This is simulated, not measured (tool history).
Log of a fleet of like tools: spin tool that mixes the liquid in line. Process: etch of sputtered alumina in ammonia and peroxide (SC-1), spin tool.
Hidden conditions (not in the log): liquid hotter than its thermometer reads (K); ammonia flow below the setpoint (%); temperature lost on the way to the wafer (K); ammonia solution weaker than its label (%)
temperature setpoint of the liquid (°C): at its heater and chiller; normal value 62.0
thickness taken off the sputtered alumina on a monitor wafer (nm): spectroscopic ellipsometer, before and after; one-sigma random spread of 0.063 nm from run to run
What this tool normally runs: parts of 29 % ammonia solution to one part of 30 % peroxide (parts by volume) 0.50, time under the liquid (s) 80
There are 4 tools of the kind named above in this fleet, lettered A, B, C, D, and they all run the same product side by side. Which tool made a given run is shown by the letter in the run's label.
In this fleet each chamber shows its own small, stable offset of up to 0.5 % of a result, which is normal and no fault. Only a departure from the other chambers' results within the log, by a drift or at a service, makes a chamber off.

run,hour,temperature setpoint of the liquid (°C),parts of 29 % ammonia solution to one part of 30 % peroxide (parts by volume),time under the liquid (s),hours since the thermometer was replaced,hours since the ammonia flow meter was replaced,hours since the heated supply line was repaired,hours since the drum of ammonia solution was connected,"read-back film thickness of the sputtered alumina reference wafer, read on the same gauge (nm)",thickness taken off the sputtered alumina on a monitor wafer (nm)
1B,4.9,62.0,0.50,80,1629.9,464.2,1486.2,236.2,130.03,8.4914
2A,12.8,62.0,0.50,80,762.7,493.8,342.9,97.1,129.99,8.2294
# hour 13.1: chamber B: new drum of ammonia solution connected
3D,21.6,62.0,0.50,80,384.4,228.5,1272.9,447.2,130.01,8.3406
4C,28.4,62.0,0.50,80,418.7,1374.1,631.2,106.2,130.01,8.3067
5B,36.4,70.0,0.30,80,1661.4,495.7,1517.7,23.4,130.00,11.7440
6C,43.9,70.0,0.30,80,434.2,1389.6,646.7,121.7,130.02,11.9650
7A,52.5,70.0,0.30,80,802.4,533.5,382.6,136.8,130.00,11.7520
8D,58.6,70.0,0.30,80,421.4,265.5,1309.9,484.2,129.95,11.8230
9A,66.6,62.0,0.50,80,816.5,547.6,396.7,150.9,129.99,8.2140
10B,72.2,62.0,0.50,80,1697.2,531.5,1553.5,59.2,130.00,8.4030
# hour 76.3: chamber B: thermometer replaced
11D,76.5,62.0,0.50,80,439.3,283.4,1327.8,502.1,129.99,8.5605
12C,80.5,62.0,0.50,80,470.8,1426.2,683.3,158.3,129.98,8.4162
13A,85.6,62.0,0.50,80,835.5,566.6,415.7,169.9,130.00,8.3482
14C,91.6,62.0,0.75,35,481.9,1437.3,694.4,169.4,130.02,3.8451
# hour 95.8: chamber A: new drum of ammonia solution connected
15B,96.8,62.0,0.75,35,20.5,556.1,1578.1,83.8,130.02,3.7872
16D,105.2,62.0,0.75,35,468.0,312.1,1356.5,530.8,130.00,3.8057
17B,109.8,62.0,0.75,35,33.5,569.1,1591.1,96.8,130.01,3.7838
18D,118.7,62.0,0.50,80,481.5,325.6,1370.0,544.3,130.01,8.2433
# hour 122.2: chamber C: new drum of ammonia solution connected
19A,126.3,62.0,0.50,80,876.2,607.3,456.4,30.6,130.03,8.2564
20C,133.9,62.0,0.50,80,524.2,1479.6,736.7,11.8,130.02,8.3696
21A,141.9,62.0,0.50,80,891.8,622.9,472.0,46.2,130.02,8.4854
22B,149.9,62.0,0.50,80,73.6,609.2,1631.2,136.9,130.01,8.2857
23C,155.5,62.0,0.50,80,545.8,1501.2,758.3,33.4,130.01,8.3431
24D,163.6,62.0,0.50,80,526.4,370.5,1414.9,589.2,130.00,8.1389
25A,167.9,62.0,0.50,80,917.8,648.9,498.0,72.2,129.97,8.2853
26D,176.0,55.5,0.50,35,538.8,382.9,1427.3,601.6,129.99,2.5400
27C,182.0,55.5,0.50,35,572.3,1527.7,784.8,59.9,129.97,2.6088
28B,186.5,55.5,0.50,35,110.2,645.8,1667.8,173.5,130.01,2.6197
29A,191.2,55.5,0.50,35,941.1,672.2,521.3,95.5,130.02,2.6053
# hour 191.8: chamber D: new drum of ammonia solution connected
30B,197.1,62.0,0.50,80,120.8,656.4,1678.4,184.1,130.01,8.3733
31D,202.5,62.0,0.50,80,565.3,409.4,1453.8,10.7,129.96,7.9277
32C,210.0,62.0,0.50,80,600.3,1555.7,812.8,87.9,130.02,8.3609
33A,218.3,62.0,0.70,40,968.2,699.3,548.4,122.6,129.98,4.3027
34D,225.7,62.0,0.70,40,588.5,432.6,1477.0,33.9,129.99,4.0475
35B,232.1,62.0,0.70,40,155.8,691.4,1713.4,219.1,129.99,4.3153
36C,238.6,62.0,0.70,40,628.9,1584.3,841.4,116.5,129.97,4.3097
37B,243.7,62.0,0.50,80,167.4,703.0,1725.0,230.7,129.98,8.3066
38D,249.9,62.0,0.50,80,612.7,456.8,1501.2,58.1,130.00,7.8663

What goes on in this fleet: one chamber off, a drifting gauge, or nothing beyond the chambers' own small offsets? Name the chamber and the cause, if any.

One chamber, D, drifts off from the rest bit by bit.
Most likely cause: temperature lost on the way to the wafer (K) = 1.69.
With only this log, it may be confused with: liquid colder than its thermometer reads (K).

Below are 4 candidate recipes for chamber D's next run, each the usual settings with a change, their results shown as question marks. Which of them brings D's results back in line with what the other chambers give on the usual settings?
In line here means within this much of the mean the other chambers give on the usual settings: thickness taken off the sputtered alumina on a monitor wafer (nm) 0.2200
39D-1,256.4,62.5,0.50,80,,,,,,?
39D-2,256.4,60.5,0.50,80,,,,,,?
39D-3,256.4,63.5,0.50,80,,,,,,?
39D-4,256.4,61.5,0.50,80,,,,,,?

The other chambers' mean on the usual settings: thickness taken off the sputtered alumina on a monitor wafer (nm) 8.3679
run,thickness taken off the sputtered alumina on a monitor wafer (nm)
39D-1,7.9518
39D-2,7.1789
39D-3,8.3667
39D-4,7.5549
The right change is 39D-3: it brings the chamber back within the allowed miss of the others.
